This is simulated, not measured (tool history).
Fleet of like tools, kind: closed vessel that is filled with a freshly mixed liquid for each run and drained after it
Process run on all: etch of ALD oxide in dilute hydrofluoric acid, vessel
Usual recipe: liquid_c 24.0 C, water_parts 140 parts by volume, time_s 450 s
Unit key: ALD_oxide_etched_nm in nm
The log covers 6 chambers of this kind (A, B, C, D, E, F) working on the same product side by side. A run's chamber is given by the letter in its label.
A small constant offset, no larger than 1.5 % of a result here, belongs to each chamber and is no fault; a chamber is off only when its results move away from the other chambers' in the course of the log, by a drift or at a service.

run,hour,liquid_c,water_parts,time_s,"read-back film thickness of the ALD oxide reference wafer, read on the same gauge (nm)",ALD_oxide_etched_nm
1A,12.9,24.0,140,450,29.974,41.376
2E,24.6,24.0,140,450,30.014,42.258
3C,30.4,24.0,140,450,29.987,41.284
# hour 37.0: chamber B: thermometer replaced
4D,43.0,24.0,140,450,29.968,40.525
5B,52.2,24.0,160,565,29.999,43.894
6F,58.2,24.0,160,565,29.959,44.371
7A,67.2,24.0,160,565,29.950,44.774
8B,76.4,24.0,160,565,29.952,43.724
# hour 85.6: chamber D: hydrofluoric acid flow meter replaced
9D,88.5,24.0,160,565,30.008,44.263
10C,98.8,24.0,160,565,30.033,44.231
11F,106.2,24.0,140,450,30.055,41.081
# hour 108.4: chamber F: thermometer replaced
12E,117.2,24.0,140,450,30.026,41.957
13E,129.3,24.0,140,450,30.038,41.085
# hour 129.5: chamber F: hydrofluoric acid flow meter replaced
14F,137.9,24.0,140,450,30.054,40.645
15C,145.1,24.0,95,450,29.987,62.024
16D,157.1,24.0,95,450,29.970,63.545
17B,167.5,24.0,95,450,29.969,63.879
18A,173.9,24.0,95,450,30.015,63.965
19E,184.2,24.0,95,450,30.033,63.847
20C,190.0,24.0,95,450,29.995,60.887
21B,200.1,24.0,140,450,29.998,40.576
# hour 204.6: chamber E: hydrofluoric acid flow meter replaced
22A,206.6,24.0,140,450,29.985,41.894
23D,215.6,24.0,140,450,30.001,40.631
24F,226.3,24.0,140,450,30.043,41.212
25B,234.7,24.0,140,450,30.011,41.277
26E,242.4,27.5,140,450,30.018,47.921
27D,255.3,27.5,140,450,30.030,46.881
28A,263.3,27.5,140,450,30.023,46.916
29C,273.4,27.5,140,450,29.991,44.198
30F,280.9,27.5,140,450,29.980,47.304
31C,288.6,27.5,140,450,30.026,44.173
32E,296.8,24.0,140,450,30.007,41.839
33B,304.4,24.0,140,450,29.997,40.867
34F,312.4,24.0,140,450,29.971,41.235
35A,323.0,24.0,140,450,29.999,40.980
36D,334.8,24.0,140,450,29.994,40.525
37C,342.4,24.0,140,450,30.037,37.782
38D,350.6,24.0,140,450,30.008,41.176
39E,357.1,20.0,140,530,30.066,42.249
40B,366.4,20.0,140,530,30.005,41.192
41F,376.7,20.0,140,530,29.980,40.972
42A,384.7,20.0,140,530,29.972,41.827
43C,392.7,20.0,140,530,30.004,37.518
44F,401.2,20.0,140,530,29.981,41.248

For the next run the whole fleet of 6 chambers uses the same settings. Give each chamber's results:
45A,410.6,24.0,140,545,,?
45B,410.6,24.0,140,545,,?
45C,410.6,24.0,140,545,,?
45D,410.6,24.0,140,545,,?
45E,410.6,24.0,140,545,,?
45F,410.6,24.0,140,545,,?

run,ALD_oxide_etched_nm
45A,50.436
45B,49.517
45C,44.324
45D,50.111
45E,49.636
45F,49.119

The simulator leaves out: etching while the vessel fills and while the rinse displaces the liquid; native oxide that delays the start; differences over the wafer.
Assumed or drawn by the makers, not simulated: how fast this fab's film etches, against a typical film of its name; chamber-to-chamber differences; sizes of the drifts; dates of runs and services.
